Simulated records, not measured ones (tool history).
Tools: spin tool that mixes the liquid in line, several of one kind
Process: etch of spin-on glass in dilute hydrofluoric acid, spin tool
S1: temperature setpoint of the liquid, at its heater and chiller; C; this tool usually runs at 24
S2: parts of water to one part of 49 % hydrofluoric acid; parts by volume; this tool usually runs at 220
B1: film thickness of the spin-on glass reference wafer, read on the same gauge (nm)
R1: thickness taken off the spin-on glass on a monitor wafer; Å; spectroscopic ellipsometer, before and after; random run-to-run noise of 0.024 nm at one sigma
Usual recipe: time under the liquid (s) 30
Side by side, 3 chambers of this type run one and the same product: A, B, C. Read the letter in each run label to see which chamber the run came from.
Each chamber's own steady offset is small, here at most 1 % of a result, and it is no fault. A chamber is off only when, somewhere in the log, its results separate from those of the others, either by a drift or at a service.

run 1A hour=10.6 | S1=24 S2=220 time_under_the_liquid_(s)=30 | B1=60.018 | R1=46.059
run 2B hour=22.8 | S1=24 S2=220 time_under_the_liquid_(s)=30 | B1=59.978 | R1=45.833
run 3C hour=30.7 | S1=24 S2=220 time_under_the_liquid_(s)=30 | B1=60.016 | R1=46.211
run 4B hour=37.3 | S1=24 S2=220 time_under_the_liquid_(s)=30 | B1=59.968 | R1=46.487
run 5C hour=47.3 | S1=24 S2=220 time_under_the_liquid_(s)=30 | B1=60.002 | R1=46.623
run 6A hour=58.4 | S1=24 S2=220 time_under_the_liquid_(s)=30 | B1=59.995 | R1=45.872
run 7B hour=65.2 | S1=24 S2=220 time_under_the_liquid_(s)=30 | B1=60.014 | R1=45.931
run 8C hour=76.2 | S1=24 S2=220 time_under_the_liquid_(s)=30 | B1=60.021 | R1=46.421
run 9A hour=84.2 | S1=24 S2=220 time_under_the_liquid_(s)=30 | B1=60.009 | R1=46.011
run 10B hour=90 | S1=24 S2=220 time_under_the_liquid_(s)=30 | B1=59.983 | R1=45.582
run 11A hour=95.7 | S1=24 S2=220 time_under_the_liquid_(s)=30 | B1=60.01 | R1=45.879
run 12C hour=103.7 | S1=24 S2=220 time_under_the_liquid_(s)=30 | B1=59.982 | R1=45.738
run 13A hour=112.8 | S1=24 S2=220 time_under_the_liquid_(s)=30 | B1=60.045 | R1=46.175
run 14C hour=123 | S1=24 S2=220 time_under_the_liquid_(s)=30 | B1=59.986 | R1=45.226
run 15B hour=133.4 | S1=24 S2=220 time_under_the_liquid_(s)=30 | B1=60.019 | R1=45.952
run 16C hour=141.4 | S1=24 S2=220 time_under_the_liquid_(s)=30 | B1=59.994 | R1=45.512
run 17B hour=148 | S1=24 S2=220 time_under_the_liquid_(s)=30 | B1=59.968 | R1=46.028
run 18A hour=160 | S1=24 S2=220 time_under_the_liquid_(s)=30 | B1=60.031 | R1=46.035
run 19C hour=171.5 | S1=24 S2=310 time_under_the_liquid_(s)=25 | B1=59.988 | R1=24.307
run 20B hour=177.5 | S1=24 S2=310 time_under_the_liquid_(s)=25 | B1=59.993 | R1=24.811
run 21A hour=188.6 | S1=24 S2=310 time_under_the_liquid_(s)=25 | B1=59.991 | R1=24.829
run 22B hour=198.1 | S1=24 S2=220 time_under_the_liquid_(s)=30 | B1=60.001 | R1=46.013
run 23A hour=209.5 | S1=24 S2=220 time_under_the_liquid_(s)=30 | B1=60.004 | R1=46.109
run 24C hour=217.3 | S1=24 S2=290 time_under_the_liquid_(s)=30 | B1=59.997 | R1=31.848
run 25A hour=226.1 | S1=24 S2=290 time_under_the_liquid_(s)=30 | B1=59.992 | R1=32.542
run 26C hour=234.1 | S1=24 S2=290 time_under_the_liquid_(s)=30 | B1=60.002 | R1=31.668
run 27B hour=245.8 | S1=24 S2=220 time_under_the_liquid_(s)=30 | B1=59.998 | R1=45.829
run 28A hour=252.7 | S1=24 S2=220 time_under_the_liquid_(s)=30 | B1=59.994 | R1=45.823
run 29C hour=258 | S1=24 S2=220 time_under_the_liquid_(s)=30 | B1=59.992 | R1=44.534
run 30B hour=265 | S1=24 S2=220 time_under_the_liquid_(s)=30 | B1=60.003 | R1=45.931
run 31C hour=275.6 | S1=24 S2=220 time_under_the_liquid_(s)=30 | B1=60.018 | R1=44.409
run 32A hour=284.9 | S1=24 S2=220 time_under_the_liquid_(s)=30 | B1=59.989 | R1=46.274
run 33B hour=294.6 | S1=24 S2=220 time_under_the_liquid_(s)=30 | B1=59.978 | R1=45.931

One chamber off, gauge drift, or nothing amiss beyond the chambers' own small offsets? If it is a chamber, which one, and what is the likeliest cause?

One chamber, C, drifts off from the rest bit by bit.
Most likely cause: liquid colder than its thermometer reads (K) = 1.29.
Not necessarily distinguishable in this log from: hydrofluoric acid flow below the setpoint (%).

Here are 4 candidates for chamber C's next run, each the usual settings with a change, their results left as question marks. Which one brings its results back in line with what the others give on the usual settings?
In-line tolerance around the mean of the other chambers on the usual settings: R1 0.84 Å
run 34C-1 hour=303.3 | S1=26 S2=220 time_under_the_liquid_(s)=30 | R1=?
run 34C-2 hour=303.3 | S1=24 S2=215 time_under_the_liquid_(s)=30 | R1=?
run 34C-3 hour=303.3 | S1=24 S2=235 time_under_the_liquid_(s)=30 | R1=?
run 34C-4 hour=303.3 | S1=23 S2=220 time_under_the_liquid_(s)=30 | R1=?

Average result of the remaining chambers running the usual settings: R1 45.928 Å
run=34C-1 R1=47.755
run=34C-2 R1=45.65
run=34C-3 R1=40.913
run=34C-4 R1=42.76
34C-2 brings the chamber back in line.
